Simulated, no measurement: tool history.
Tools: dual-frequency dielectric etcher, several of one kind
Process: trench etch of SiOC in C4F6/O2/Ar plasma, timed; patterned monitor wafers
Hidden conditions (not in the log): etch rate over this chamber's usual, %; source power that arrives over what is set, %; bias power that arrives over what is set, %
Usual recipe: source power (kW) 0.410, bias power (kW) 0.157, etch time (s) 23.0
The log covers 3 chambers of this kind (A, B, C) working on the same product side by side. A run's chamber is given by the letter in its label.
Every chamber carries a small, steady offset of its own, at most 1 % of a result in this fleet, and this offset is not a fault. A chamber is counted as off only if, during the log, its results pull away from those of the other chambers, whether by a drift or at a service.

| run | hour | source power (kW) | bias power (kW) | etch time (s) | hours since the last wet clean | hours since the last source power generator calibration | hours since the last bias power generator calibration | read-back reference wafer on the same gauge, depth_nm | mean etch depth across the wafer (Å) |
|---|---|---|---|---|---|---|---|---|---|
| 1C | 15.4 | 0.410 | 0.157 | 23.0 | 168.4 | 383.1 | 2228.9 | 47.625 | 459.73 |
| 2B | 26.8 | 0.410 | 0.157 | 23.0 | 208.8 | 518.2 | 713.5 | 47.620 | 466.68 |
| 3A | 36.8 | 0.410 | 0.157 | 23.0 | 113.8 | 127.0 | 624.9 | 47.628 | 467.74 |
|  | 48.7 | chamber C: bias power generator calibrated |
| 4A | 51.9 | 0.410 | 0.157 | 23.0 | 128.9 | 142.1 | 640.0 | 47.649 | 466.06 |
| 5C | 63.4 | 0.410 | 0.157 | 23.0 | 216.4 | 431.1 | 14.7 | 47.652 | 461.23 |
| 6B | 73.6 | 0.410 | 0.157 | 23.0 | 255.6 | 565.0 | 760.3 | 47.668 | 467.86 |
| 7A | 82.8 | 0.410 | 0.157 | 23.0 | 159.8 | 173.0 | 670.9 | 47.674 | 466.97 |
| 8B | 92.3 | 0.410 | 0.157 | 23.0 | 274.3 | 583.7 | 779.0 | 47.691 | 466.90 |
| 9C | 106.1 | 0.410 | 0.157 | 23.0 | 259.1 | 473.8 | 57.4 | 47.677 | 461.32 |
| 10C | 114.6 | 0.410 | 0.192 | 23.0 | 267.6 | 482.3 | 65.9 | 47.692 | 492.79 |
| 11A | 125.0 | 0.410 | 0.192 | 23.0 | 202.0 | 215.2 | 713.1 | 47.698 | 496.63 |
| 12B | 139.9 | 0.410 | 0.192 | 23.0 | 321.9 | 631.3 | 826.6 | 47.717 | 499.39 |
| 13C | 152.2 | 0.410 | 0.157 | 23.0 | 305.2 | 519.9 | 103.5 | 47.722 | 461.26 |
| 14B | 162.1 | 0.410 | 0.157 | 23.0 | 344.1 | 653.5 | 848.8 | 47.720 | 467.66 |
| 15A | 169.8 | 0.410 | 0.157 | 23.0 | 246.8 | 260.0 | 757.9 | 47.725 | 466.76 |
| 16B | 179.1 | 0.450 | 0.157 | 23.0 | 361.1 | 670.5 | 865.8 | 47.725 | 485.53 |
|  | 182.7 | chamber C: wet clean of the chamber |
| 17A | 186.2 | 0.450 | 0.157 | 23.0 | 263.2 | 276.4 | 774.3 | 47.773 | 484.12 |
| 18C | 193.3 | 0.450 | 0.157 | 23.0 | 10.7 | 561.0 | 144.6 | 47.740 | 479.53 |
| 19C | 202.7 | 0.410 | 0.157 | 23.0 | 20.1 | 570.4 | 154.0 | 47.756 | 460.92 |
| 20B | 210.3 | 0.410 | 0.157 | 23.0 | 392.3 | 701.7 | 897.0 | 47.778 | 469.01 |
| 21A | 222.3 | 0.410 | 0.157 | 23.0 | 299.3 | 312.5 | 810.4 | 47.789 | 468.49 |
| 22B | 231.3 | 0.410 | 0.157 | 23.0 | 413.3 | 722.7 | 918.0 | 47.773 | 469.04 |
| 23C | 242.4 | 0.410 | 0.129 | 19.0 | 59.8 | 610.1 | 193.7 | 47.759 | 360.01 |
| 24A | 249.4 | 0.410 | 0.129 | 19.0 | 326.4 | 339.6 | 837.5 | 47.783 | 363.72 |
| 25B | 256.9 | 0.410 | 0.129 | 19.0 | 438.9 | 748.3 | 943.6 | 47.790 | 366.10 |
| 26A | 267.8 | 0.410 | 0.157 | 23.0 | 344.8 | 358.0 | 855.9 | 47.802 | 467.86 |
| 27C | 282.0 | 0.410 | 0.157 | 23.0 | 99.4 | 649.7 | 233.3 | 47.823 | 463.03 |
| 28C | 293.9 | 0.410 | 0.157 | 23.0 | 111.3 | 661.6 | 245.2 | 47.796 | 460.95 |
| 29A | 307.5 | 0.410 | 0.157 | 16.5 | 384.5 | 397.7 | 895.6 | 47.831 | 334.74 |
|  | 318.7 | chamber B: wet clean of the chamber |
| 30B | 319.8 | 0.410 | 0.157 | 16.5 | 1.1 | 811.2 | 1006.5 | 47.834 | 336.41 |
| 31A | 327.8 | 0.410 | 0.157 | 16.5 | 404.8 | 418.0 | 915.9 | 47.841 | 335.68 |
| 32B | 335.6 | 0.410 | 0.157 | 23.0 | 16.9 | 827.0 | 1022.3 | 47.827 | 468.05 |
| 33C | 351.2 | 0.410 | 0.157 | 23.0 | 168.6 | 718.9 | 302.5 | 47.874 | 462.51 |
| 34C | 362.9 | 0.410 | 0.157 | 23.0 | 180.3 | 730.6 | 314.2 | 47.858 | 463.83 |
| 35B | 374.6 | 0.410 | 0.157 | 23.0 | 55.9 | 866.0 | 1061.3 | 47.876 | 469.50 |
| 36A | 385.8 | 0.410 | 0.157 | 23.0 | 462.8 | 476.0 | 973.9 | 47.880 | 468.14 |
| 37B | 401.0 | 0.410 | 0.157 | 23.0 | 82.3 | 892.4 | 1087.7 | 47.896 | 469.80 |
| 38A | 413.9 | 0.410 | 0.157 | 23.0 | 490.9 | 504.1 | 1002.0 | 47.896 | 468.81 |

Read the log: is a single chamber off, either drifting away or since a service, is the gauge that measures every chamber drifting, or is nothing wrong beyond small per-chamber offsets? Name any odd chamber and what most likely caused it.

The shared gauge is drifting. All chambers look as if they move in step, but none is off.
Likeliest cause: gauge reads high (%) = 0.669.
